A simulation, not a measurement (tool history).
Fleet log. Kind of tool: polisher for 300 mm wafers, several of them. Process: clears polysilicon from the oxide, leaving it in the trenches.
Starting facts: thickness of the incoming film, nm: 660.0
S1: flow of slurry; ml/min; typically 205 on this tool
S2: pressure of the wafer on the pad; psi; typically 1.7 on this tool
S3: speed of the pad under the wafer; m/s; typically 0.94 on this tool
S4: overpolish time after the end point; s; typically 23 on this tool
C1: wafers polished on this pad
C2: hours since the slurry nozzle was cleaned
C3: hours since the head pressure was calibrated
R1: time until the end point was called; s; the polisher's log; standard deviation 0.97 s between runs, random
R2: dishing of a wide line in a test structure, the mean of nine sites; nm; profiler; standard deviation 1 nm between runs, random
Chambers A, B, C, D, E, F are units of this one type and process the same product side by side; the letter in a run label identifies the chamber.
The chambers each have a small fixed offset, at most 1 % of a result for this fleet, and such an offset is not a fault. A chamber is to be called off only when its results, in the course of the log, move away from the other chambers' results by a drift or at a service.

run	hour	S1	S2	S3	S4	C1	C2	C3	R1	R2
1B	8.7	205	1.7	0.94	23	706	164.4	17.6	75.227	52.032
# hour 15.2: chamber C: slurry nozzle cleaned
2C	16.0	205	1.7	0.94	23	280	0.9	96.6	76.933	49.940
3F	26.3	205	1.7	0.94	23	361	110.4	300.7	76.498	49.443
# hour 26.9: chamber B: worn pad replaced by a new one
4D	36.2	205	1.7	0.94	23	467	324.7	137.6	78.499	49.631
5E	41.1	205	1.7	0.94	23	799	524.3	323.5	74.898	51.712
6A	50.5	205	1.7	0.94	23	945	597.3	176.4	74.504	50.124
7C	58.2	205	1.7	0.94	23	669	43.1	138.8	79.999	51.072
# hour 58.8: chamber F: worn pad replaced by a new one
# hour 60.9: chamber C: worn pad replaced by a new one
8E	64.6	205	1.7	0.94	23	1016	547.8	347.0	76.234	51.204
# hour 72.3: chamber A: slurry nozzle cleaned
# hour 73.5: chamber A: worn pad replaced by a new one
9D	73.8	270	2.0	0.94	23	814	362.3	175.2	62.598	51.362
10A	81.4	270	2.0	0.94	23	73	9.2	207.3	62.127	53.489
# hour 85.6: chamber E: head pressure recalibrated
11F	91.8	270	2.0	0.94	23	305	175.9	366.2	62.847	49.919
# hour 99.5: chamber E: worn pad replaced by a new one
12B	100.8	270	2.0	0.94	23	682	256.5	109.7	62.170	51.633
13F	108.3	270	2.0	0.94	23	458	192.4	382.7	65.048	52.019
# hour 111.1: chamber B: worn pad replaced by a new one
14E	116.8	270	2.0	0.94	23	160	600.0	31.3	63.613	51.764
# hour 118.5: chamber F: worn pad replaced by a new one
# hour 122.7: chamber F: slurry nozzle cleaned
15A	125.0	205	1.7	0.94	23	475	52.8	250.9	78.064	52.019
# hour 130.0: chamber C: worn pad replaced by a new one
16D	134.1	205	1.7	0.94	23	1371	422.6	235.5	78.718	52.289
17C	144.5	205	1.7	0.94	23	133	129.4	225.1	78.804	50.050
18B	151.8	205	1.7	0.94	23	376	307.5	160.7	75.594	50.309
19C	157.3	205	1.7	0.94	23	252	142.2	237.9	78.115	50.102
20B	164.8	145	1.7	0.94	23	496	320.5	173.7	79.370	50.691
21E	174.0	145	1.7	0.94	23	688	657.2	88.5	81.056	50.038
# hour 174.7: chamber F: worn pad replaced by a new one
# hour 179.3: chamber D: slurry nozzle cleaned
# hour 179.6: chamber D: head pressure recalibrated
22D	179.6	145	1.7	0.94	23	1792	0.4	0.1	81.842	49.377
23F	186.1	145	1.7	0.94	23	105	63.5	460.5	80.216	49.699
24A	195.7	145	1.7	0.94	23	1129	123.5	321.6	78.649	50.561
25A	203.1	145	1.7	0.94	23	1197	130.9	329.0	79.672	49.021
# hour 203.2: chamber C: worn pad replaced by a new one
# hour 211.5: chamber B: worn pad replaced by a new one
26E	212.1	205	1.7	0.94	23	1040	695.3	126.6	76.442	51.985
27C	217.7	205	1.7	0.94	23	134	202.6	298.3	76.779	51.091
28D	224.2	205	1.7	0.94	23	2203	45.0	44.7	79.256	49.771
# hour 230.2: chamber A: worn pad replaced by a new one
29F	231.9	205	1.3	0.94	23	529	109.3	506.3	99.058	47.056
30B	237.6	205	1.3	0.94	23	241	393.3	246.5	102.150	50.009
31F	242.2	205	1.3	0.94	23	624	119.6	516.6	101.730	49.917
# hour 244.9: chamber F: worn pad replaced by a new one
32E	249.2	205	1.3	0.94	23	1383	732.4	163.7	99.043	49.540
33C	256.2	205	1.3	0.94	23	489	241.1	336.8	102.920	49.022
# hour 259.5: chamber E: worn pad replaced by a new one
34D	264.3	205	1.3	0.94	23	2574	85.1	84.8	101.430	46.486
35B	274.3	205	1.7	0.94	23	580	430.0	283.2	74.463	50.707
# hour 274.9: chamber C: worn pad replaced by a new one
36A	280.9	205	1.7	0.94	23	469	208.7	406.8	77.733	50.002
37B	285.6	205	1.7	0.94	23	685	441.3	294.5	76.578	51.312
38F	294.6	205	1.7	0.94	23	459	172.0	569.0	77.345	51.699
39D	304.9	140	1.7	0.94	10	2949	125.7	125.4	86.835	40.518
40C	315.1	140	1.7	0.94	10	371	300.0	395.7	82.788	39.427
# hour 318.3: chamber E: slurry nozzle cleaned
41E	319.8	140	1.7	0.94	10	557	1.5	234.3	80.784	40.707

All chambers now run identical settings, listed one chamber a line with results as question marks. What results will each chamber show?
42A	327.4	205	1.7	0.94	23				?	?
42B	327.4	205	1.7	0.94	23				?	?
42C	327.4	205	1.7	0.94	23				?	?
42D	327.4	205	1.7	0.94	23				?	?
42E	327.4	205	1.7	0.94	23				?	?
42F	327.4	205	1.7	0.94	23				?	?

run	R1	R2
42A	75.124	50.645
42B	76.435	51.112
42C	77.281	50.880
42D	83.274	50.372
42E	75.536	50.925
42F	76.482	49.641
